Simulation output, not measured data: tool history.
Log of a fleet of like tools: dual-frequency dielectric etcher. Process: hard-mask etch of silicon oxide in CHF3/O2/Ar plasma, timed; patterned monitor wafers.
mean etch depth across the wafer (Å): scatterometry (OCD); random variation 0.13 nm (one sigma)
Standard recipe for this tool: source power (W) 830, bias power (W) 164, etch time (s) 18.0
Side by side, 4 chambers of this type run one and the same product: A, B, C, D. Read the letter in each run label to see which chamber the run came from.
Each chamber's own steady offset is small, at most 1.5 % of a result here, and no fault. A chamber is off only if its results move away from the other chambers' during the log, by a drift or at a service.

run	hour	source power (W)	bias power (W)	etch time (s)	hours since the last wet clean	hours since the last source power generator calibration	hours since the last bias power generator calibration	read-back reference wafer on the same gauge, depth_nm	mean etch depth across the wafer (Å)
1D	8.0	830	164	18.0	106.3	1143.2	3152.5	40.996	391.25
2B	20.3	830	164	18.0	157.2	494.7	3649.8	41.020	388.90
3A	28.7	830	164	18.0	260.4	738.3	1930.8	40.990	386.19
4C	39.5	830	164	18.0	207.3	285.0	994.0	41.032	393.92
5C	53.5	830	164	18.0	221.3	299.0	1008.0	40.991	392.94
6A	61.2	830	164	18.0	292.9	770.8	1963.3	40.972	385.67
7B	69.6	830	164	18.0	206.5	544.0	3699.1	40.995	386.67
8D	77.5	830	199	20.5	175.8	1212.7	3222.0	41.003	476.53
9C	85.8	830	199	20.5	253.6	331.3	1040.3	40.993	477.05
10A	96.6	830	199	20.5	328.3	806.2	1998.7	40.991	466.56
11B	107.3	830	199	20.5	244.2	581.7	3736.8	41.022	469.76
12D	121.9	830	164	20.0	220.2	1257.1	3266.4	41.015	436.84
13A	133.4	830	164	20.0	365.1	843.0	2035.5	40.988	428.22
14B	145.9	830	164	20.0	282.8	620.3	3775.4	40.992	430.66
15D	154.9	830	164	20.0	253.2	1290.1	3299.4	41.006	437.31
# hour 155.7: chamber A: wet clean of the chamber
16C	168.2	830	164	18.0	336.0	413.7	1122.7	40.998	391.62
17A	181.5	630	131	18.0	25.8	891.1	2083.6	40.987	313.26
18D	188.9	630	131	18.0	287.2	1324.1	3333.4	41.008	328.64
19C	203.8	630	131	18.0	371.6	449.3	1158.3	40.969	327.61
20B	214.3	630	131	18.0	351.2	688.7	3843.8	41.008	326.18
21A	227.4	830	164	18.0	71.7	937.0	2129.5	40.977	374.22
22D	237.5	830	164	18.0	335.8	1372.7	3382.0	41.012	393.27
23B	248.2	830	164	18.0	385.1	722.6	3877.7	41.014	386.77
24C	259.5	830	164	18.0	427.3	505.0	1214.0	40.984	393.38
25A	274.2	830	164	18.0	118.5	983.8	2176.3	41.029	374.90
26B	287.9	830	164	18.0	424.8	762.3	3917.4	41.011	387.97
# hour 289.7: chamber B: wet clean of the chamber
27D	297.7	830	164	18.0	396.0	1432.9	3442.2	41.008	393.39
28C	312.3	830	164	18.0	480.1	557.8	1266.8	41.018	392.80
29D	322.4	830	164	18.0	420.7	1457.6	3466.9	41.016	394.94
30A	329.4	640	193	18.0	173.7	1039.0	2231.5	40.995	356.31
31C	339.6	640	193	18.0	507.4	585.1	1294.1	41.037	372.88
32B	353.7	640	193	18.0	64.0	828.1	3983.2	41.012	371.84
33A	367.9	640	193	18.0	212.2	1077.5	2270.0	41.010	356.60
# hour 376.7: chamber D: wet clean of the chamber
34B	380.2	830	164	18.0	90.5	854.6	4009.7	41.005	389.50
35D	394.1	830	164	18.0	17.4	1529.3	3538.6	41.009	393.50
36C	400.9	830	164	18.0	568.7	646.4	1355.4	40.994	392.67
37A	409.7	830	164	18.0	254.0	1119.3	2311.8	40.966	378.32
38D	421.5	830	164	18.0	44.8	1556.7	3566.0	40.980	394.33

All 4 chambers run these settings next. Forecast each chamber's results:
39A	432.2	830	164	18.0					?
39B	432.2	830	164	18.0					?
39C	432.2	830	164	18.0					?
39D	432.2	830	164	18.0					?

run	mean etch depth across the wafer (Å)
39A	374.81
39B	385.97
39C	392.38
39D	393.11
